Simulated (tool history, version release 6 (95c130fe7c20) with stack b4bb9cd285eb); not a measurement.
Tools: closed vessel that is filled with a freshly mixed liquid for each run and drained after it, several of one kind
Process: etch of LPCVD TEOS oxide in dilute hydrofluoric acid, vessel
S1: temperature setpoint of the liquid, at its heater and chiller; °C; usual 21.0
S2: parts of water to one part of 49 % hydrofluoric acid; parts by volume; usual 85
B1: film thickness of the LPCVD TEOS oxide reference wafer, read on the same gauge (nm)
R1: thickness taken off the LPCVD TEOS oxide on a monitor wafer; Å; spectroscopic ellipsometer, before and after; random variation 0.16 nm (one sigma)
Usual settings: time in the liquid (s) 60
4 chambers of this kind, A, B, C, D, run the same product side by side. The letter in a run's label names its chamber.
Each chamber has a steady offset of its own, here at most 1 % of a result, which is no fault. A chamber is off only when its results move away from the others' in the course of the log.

{"run": "1B", "hour": 7.3, "S1": 21.0, "S2": 85, "time in the liquid (s)": 60, "B1": 29.983, "R1": 205.56}
{"run": "2C", "hour": 13.1, "S1": 21.0, "S2": 85, "time in the liquid (s)": 60, "B1": 30.001, "R1": 203.68}
{"run": "3D", "hour": 17.6, "S1": 21.0, "S2": 85, "time in the liquid (s)": 60, "B1": 30.004, "R1": 204.74}
{"run": "4A", "hour": 25.5, "S1": 21.0, "S2": 85, "time in the liquid (s)": 60, "B1": 29.997, "R1": 201.93}
{"run": "5C", "hour": 35.7, "S1": 17.5, "S2": 55, "time in the liquid (s)": 60, "B1": 30.014, "R1": 280.38}
{"run": "6D", "hour": 43.7, "S1": 17.5, "S2": 55, "time in the liquid (s)": 60, "B1": 29.984, "R1": 279.76}
{"hour": 45.4, "done": "chamber B: hydrofluoric acid flow meter replaced"}
{"run": "7B", "hour": 49.3, "S1": 17.5, "S2": 55, "time in the liquid (s)": 60, "B1": 29.978, "R1": 278.91}
{"run": "8A", "hour": 54.9, "S1": 17.5, "S2": 55, "time in the liquid (s)": 60, "B1": 29.999, "R1": 279.39}
{"run": "9C", "hour": 61.1, "S1": 21.0, "S2": 85, "time in the liquid (s)": 60, "B1": 29.993, "R1": 202.6}
{"run": "10A", "hour": 65.8, "S1": 21.0, "S2": 85, "time in the liquid (s)": 60, "B1": 30.023, "R1": 201.39}
{"run": "11D", "hour": 74.7, "S1": 21.0, "S2": 65, "time in the liquid (s)": 60, "B1": 29.99, "R1": 277.62}
{"run": "12B", "hour": 80.5, "S1": 21.0, "S2": 65, "time in the liquid (s)": 60, "B1": 30.028, "R1": 273.24}
{"run": "13D", "hour": 86.4, "S1": 21.0, "S2": 65, "time in the liquid (s)": 60, "B1": 29.98, "R1": 270.28}
{"run": "14B", "hour": 93.8, "S1": 21.0, "S2": 65, "time in the liquid (s)": 60, "B1": 29.987, "R1": 272.84}
{"hour": 95.9, "done": "chamber A: thermometer replaced"}
{"run": "15C", "hour": 102.7, "S1": 21.0, "S2": 85, "time in the liquid (s)": 60, "B1": 29.995, "R1": 203.45}
{"run": "16A", "hour": 112.5, "S1": 21.0, "S2": 85, "time in the liquid (s)": 60, "B1": 29.992, "R1": 206.35}
{"hour": 118.0, "done": "chamber C: thermometer replaced"}
{"run": "17C", "hour": 119.0, "S1": 21.0, "S2": 85, "time in the liquid (s)": 60, "B1": 30.001, "R1": 202.87}
{"run": "18A", "hour": 125.9, "S1": 21.0, "S2": 85, "time in the liquid (s)": 60, "B1": 30.003, "R1": 203.84}
{"run": "19B", "hour": 132.9, "S1": 21.0, "S2": 85, "time in the liquid (s)": 60, "B1": 30.001, "R1": 200.06}
{"run": "20D", "hour": 139.1, "S1": 21.0, "S2": 85, "time in the liquid (s)": 60, "B1": 29.992, "R1": 204.9}
{"run": "21D", "hour": 147.9, "S1": 21.0, "S2": 85, "time in the liquid (s)": 60, "B1": 29.981, "R1": 203.41}
{"run": "22A", "hour": 156.8, "S1": 21.0, "S2": 85, "time in the liquid (s)": 60, "B1": 30.019, "R1": 204.04}
{"run": "23C", "hour": 161.4, "S1": 21.0, "S2": 85, "time in the liquid (s)": 60, "B1": 29.993, "R1": 204.85}
{"run": "24B", "hour": 171.7, "S1": 21.0, "S2": 85, "time in the liquid (s)": 60, "B1": 30.014, "R1": 197.22}
{"run": "25A", "hour": 177.7, "S1": 21.0, "S2": 85, "time in the liquid (s)": 60, "B1": 29.989, "R1": 201.19}
{"run": "26B", "hour": 183.1, "S1": 21.0, "S2": 85, "time in the liquid (s)": 60, "B1": 30.0, "R1": 195.79}
{"run": "27C", "hour": 188.8, "S1": 25.5, "S2": 85, "time in the liquid (s)": 75, "B1": 30.034, "R1": 308.46}
{"run": "28D", "hour": 194.3, "S1": 25.5, "S2": 85, "time in the liquid (s)": 75, "B1": 30.005, "R1": 306.29}
{"run": "29A", "hour": 200.8, "S1": 25.5, "S2": 85, "time in the liquid (s)": 75, "B1": 30.002, "R1": 304.27}
{"run": "30B", "hour": 208.5, "S1": 25.5, "S2": 85, "time in the liquid (s)": 75, "B1": 29.999, "R1": 288.43}
{"run": "31D", "hour": 218.4, "S1": 21.0, "S2": 85, "time in the liquid (s)": 60, "B1": 29.989, "R1": 205.06}
{"run": "32C", "hour": 224.7, "S1": 21.0, "S2": 85, "time in the liquid (s)": 60, "B1": 30.004, "R1": 202.15}
{"run": "33A", "hour": 235.0, "S1": 21.0, "S2": 85, "time in the liquid (s)": 60, "B1": 29.984, "R1": 206.89}
{"run": "34C", "hour": 244.2, "S1": 21.0, "S2": 85, "time in the liquid (s)": 60, "B1": 29.979, "R1": 204.89}
{"run": "35B", "hour": 249.9, "S1": 21.0, "S2": 85, "time in the liquid (s)": 60, "B1": 30.02, "R1": 189.86}
{"hour": 256.7, "done": "chamber D: hydrofluoric acid flow meter replaced"}
{"run": "36D", "hour": 260.3, "S1": 19.0, "S2": 85, "time in the liquid (s)": 90, "B1": 30.014, "R1": 280.48}
{"run": "37D", "hour": 270.7, "S1": 19.0, "S2": 85, "time in the liquid (s)": 90, "B1": 29.996, "R1": 280.01}
{"run": "38B", "hour": 278.6, "S1": 19.0, "S2": 85, "time in the liquid (s)": 90, "B1": 29.978, "R1": 257.44}
{"run": "39C", "hour": 288.3, "S1": 19.0, "S2": 85, "time in the liquid (s)": 90, "B1": 30.001, "R1": 285.78}
{"run": "40A", "hour": 295.3, "S1": 21.0, "S2": 85, "time in the liquid (s)": 60, "B1": 30.006, "R1": 199.92}
{"run": "41A", "hour": 301.0, "S1": 21.0, "S2": 85, "time in the liquid (s)": 60, "B1": 29.981, "R1": 202.12}
{"run": "42C", "hour": 309.2, "S1": 21.0, "S2": 85, "time in the liquid (s)": 60, "B1": 29.992, "R1": 203.24}
{"run": "43D", "hour": 315.1, "S1": 21.0, "S2": 85, "time in the liquid (s)": 60, "B1": 29.974, "R1": 200.38}

All 4 chambers run these settings next. Forecast each chamber's results:
{"run": "44A", "hour": 322.7, "S1": 21.0, "S2": 85, "time in the liquid (s)": 85, "R1": "?"}
{"run": "44B", "hour": 322.7, "S1": 21.0, "S2": 85, "time in the liquid (s)": 85, "R1": "?"}
{"run": "44C", "hour": 322.7, "S1": 21.0, "S2": 85, "time in the liquid (s)": 85, "R1": "?"}
{"run": "44D", "hour": 322.7, "S1": 21.0, "S2": 85, "time in the liquid (s)": 85, "R1": "?"}

run=44A R1=292.29
run=44B R1=262.33
run=44C R1=292.09
run=44D R1=288.17
